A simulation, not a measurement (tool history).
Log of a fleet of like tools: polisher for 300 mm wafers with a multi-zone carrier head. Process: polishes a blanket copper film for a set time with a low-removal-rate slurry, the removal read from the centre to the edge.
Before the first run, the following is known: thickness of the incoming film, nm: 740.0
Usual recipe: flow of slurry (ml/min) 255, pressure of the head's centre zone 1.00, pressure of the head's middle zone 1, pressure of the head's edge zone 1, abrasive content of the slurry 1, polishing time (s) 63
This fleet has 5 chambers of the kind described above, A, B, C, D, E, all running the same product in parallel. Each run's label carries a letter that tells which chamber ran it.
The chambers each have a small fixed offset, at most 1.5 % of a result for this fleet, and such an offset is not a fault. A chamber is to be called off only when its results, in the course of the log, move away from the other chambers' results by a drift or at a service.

run   hour  flow of slurry (ml/min)  pressure of the head's centre zone  pressure of the head's middle zone  pressure of the head's edge zone  abrasive content of the slurry  polishing time (s)  film removed at the wafer's centre (angstrom)  film removed at mid-radius (angstrom)  film removed at the wafer's edge (angstrom)
 1A    5.5                      255                                1.00                                   1                                 1                               1                  63                                         2888.9                                 2886.9                                       2853.5
       8.6  -- chamber A: worn pad replaced by a new one
 2B   11.5                      255                                1.00                                   1                                 1                               1                  63                                         2865.7                                 2907.1                                       2905.3
 3D   18.1                      255                                1.00                                   1                                 1                               1                  63                                         2791.9                                 2835.4                                       2795.7
      18.9  -- chamber A: slurry nozzle cleaned
      25.4  -- chamber C: worn pad replaced by a new one
 4C   26.7                      255                                1.00                                   1                                 1                               1                  63                                         2851.0                                 2867.8                                       2827.3
      28.7  -- chamber D: slurry nozzle cleaned
      29.8  -- chamber A: edge zone pressure recalibrated
 5E   36.0                      255                                1.00                                   1                                 1                               1                  63                                         2854.9                                 2928.7                                       2921.1
      42.7  -- chamber B: worn pad replaced by a new one
 6B   43.3                      255                                1.00                                   1                                 1                               1                  63                                         2832.2                                 2909.7                                       2982.1
 7D   50.6                      255                                1.00                                   1                                 1                               1                  63                                         2836.1                                 2864.6                                       2916.9
      56.4  -- chamber D: worn pad replaced by a new one
 8A   57.8                      255                                1.00                                   1                                 1                               1                  63                                         2884.3                                 2875.7                                       2868.5
 9C   63.0                      255                                1.00                                   1                                 1                               1                  63                                         2857.6                                 2864.5                                       2873.4
10E   68.8                      255                                1.00                                   1                                 1                               1                  63                                         2849.0                                 2895.8                                       2849.0
11D   76.6                      255                                1.00                                   1                                 1                               1                  63                                         2845.9                                 2823.4                                       2904.1
12A   84.8                      255                                1.00                                   1                                 1                               1                  63                                         2871.1                                 2902.4                                       2853.7
      90.1  -- chamber D: centre zone pressure recalibrated
13C   90.7                      255                                1.00                                   1                                 1                               1                  63                                         2789.5                                 2840.4                                       2832.5
14B   98.1                      255                                1.00                                   1                                 1                               1                  63                                         2810.8                                 2822.3                                       2915.1
15E  102.6                      255                                1.00                                   1                                 1                               1                  63                                         2829.8                                 2873.5                                       2878.0
     108.5  -- chamber C: slurry nozzle cleaned
16B  109.7                      255                                1.00                                   1                                 1                               1                  63                                         2883.8                                 2833.0                                       2935.8
17E  117.9                      175                                1.00                                   1                                 1                               1                  45                                         1962.9                                 1931.9                                       1995.5
18C  126.1                      175                                1.00                                   1                                 1                               1                  45                                         1892.2                                 1944.5                                       1962.3
19A  130.9                      175                                1.00                                   1                                 1                               1                  45                                         1956.4                                 1928.9                                       1940.8
     135.8  -- chamber C: centre zone pressure recalibrated
20D  139.1                      175                                1.00                                   1                                 1                               1                  45                                         1872.1                                 1918.1                                       1962.5
21A  146.3                      175                                1.00                                   1                                 1                               1                  45                                         1926.5                                 1961.2                                       2008.1
22B  154.2                      255                                1.00                                   1                                 1                               1                  63                                         2867.8                                 2846.4                                       2879.9
     154.7  -- chamber D: worn pad replaced by a new one
23D  160.9                      255                                1.00                                   1                                 1                               1                  63                                         2877.1                                 2848.2                                       2861.9
     165.5  -- chamber E: worn pad replaced by a new one
24E  167.5                      255                                1.00                                   1                                 1                               1                  63                                         2844.8                                 2880.6                                       2878.8
25C  173.0                      255                                1.00                                   1                                 1                               1                  63                                         2531.5                                 2875.4                                       2819.6
26C  179.6                      255                                1.00                                   1                                 1                               1                  63                                         2563.2                                 2897.0                                       2861.7
27D  188.8                      255                                1.00                                   1                                 1                               1                  63                                         2814.8                                 2856.9                                       2849.3
     192.0  -- chamber A: worn pad replaced by a new one
28A  198.0                      255                                1.00                                   1                                 1                               1                  63                                         2845.4                                 2911.0                                       2882.5
29E  204.2                      255                                1.00                                   1                                 1                               1                  63                                         2848.2                                 2890.3                                       2867.9
     209.3  -- chamber B: worn pad replaced by a new one
30B  212.9                      255                                1.00                                   1                                 1                               1                  63                                         2850.0                                 2874.6                                       2885.7
31B  219.4                      255                                1.00                                   1                                 1                               1                  63                                         2841.1                                 2862.9                                       2899.7
     221.4  -- chamber C: worn pad replaced by a new one
32E  229.0                      255                                1.00                                   1                                 1                               1                  63                                         2900.0                                 2915.0                                       2859.8
33C  236.3                      255                                1.00                                   1                                 1                               1                  63                                         2537.5                                 2864.7                                       2804.5
34A  240.7                      255                                1.00                                   1                                 1                               1                  63                                         2888.5                                 2894.3                                       2864.4
35D  248.0                      255                                1.00                                   1                                 1                               1                  63                                         2860.1                                 2834.7                                       2858.8
36E  252.4                      320                                1.04                                   1                                 1                               1                  63                                         3027.9                                 2965.7                                       2892.9
     255.8  -- chamber D: worn pad replaced by a new one
37C  259.8                      320                                1.04                                   1                                 1                               1                  63                                         2713.0                                 2901.3                                       2830.8
38B  265.5                      320                                1.04                                   1                                 1                               1                  63                                         3007.2                                 2915.6                                       2999.0
39A  273.3                      320                                1.04                                   1                                 1                               1                  63                                         3131.4                                 2905.7                                       2882.0
40D  282.2                      320                                1.04                                   1                                 1                               1                  63                                         3053.0                                 2964.5                                       2951.1
41E  287.3                      255                                1.00                                   1                                 1                               1                  63                                         2835.1                                 2860.8                                       2936.6

All chambers now run identical settings, listed one chamber a line with results as question marks. What results will each chamber show?
42A  294.2                      255                                1.00                                   1                                 1                               1                  63                                              ?                                      ?                                            ?
42B  294.2                      255                                1.00                                   1                                 1                               1                  63                                              ?                                      ?                                            ?
42C  294.2                      255                                1.00                                   1                                 1                               1                  63                                              ?                                      ?                                            ?
42D  294.2                      255                                1.00                                   1                                 1                               1                  63                                              ?                                      ?                                            ?
42E  294.2                      255                                1.00                                   1                                 1                               1                  63                                              ?                                      ?                                            ?

run  film removed at the wafer's centre (angstrom)  film removed at mid-radius (angstrom)  film removed at the wafer's edge (angstrom)
42A                                         2879.0                                 2838.8                                       2897.8
42B                                         2836.2                                 2894.6                                       2887.1
42C                                         2557.6                                 2853.7                                       2853.9
42D                                         2801.3                                 2837.0                                       2918.1
42E                                         2866.7                                 2879.5                                       2891.5
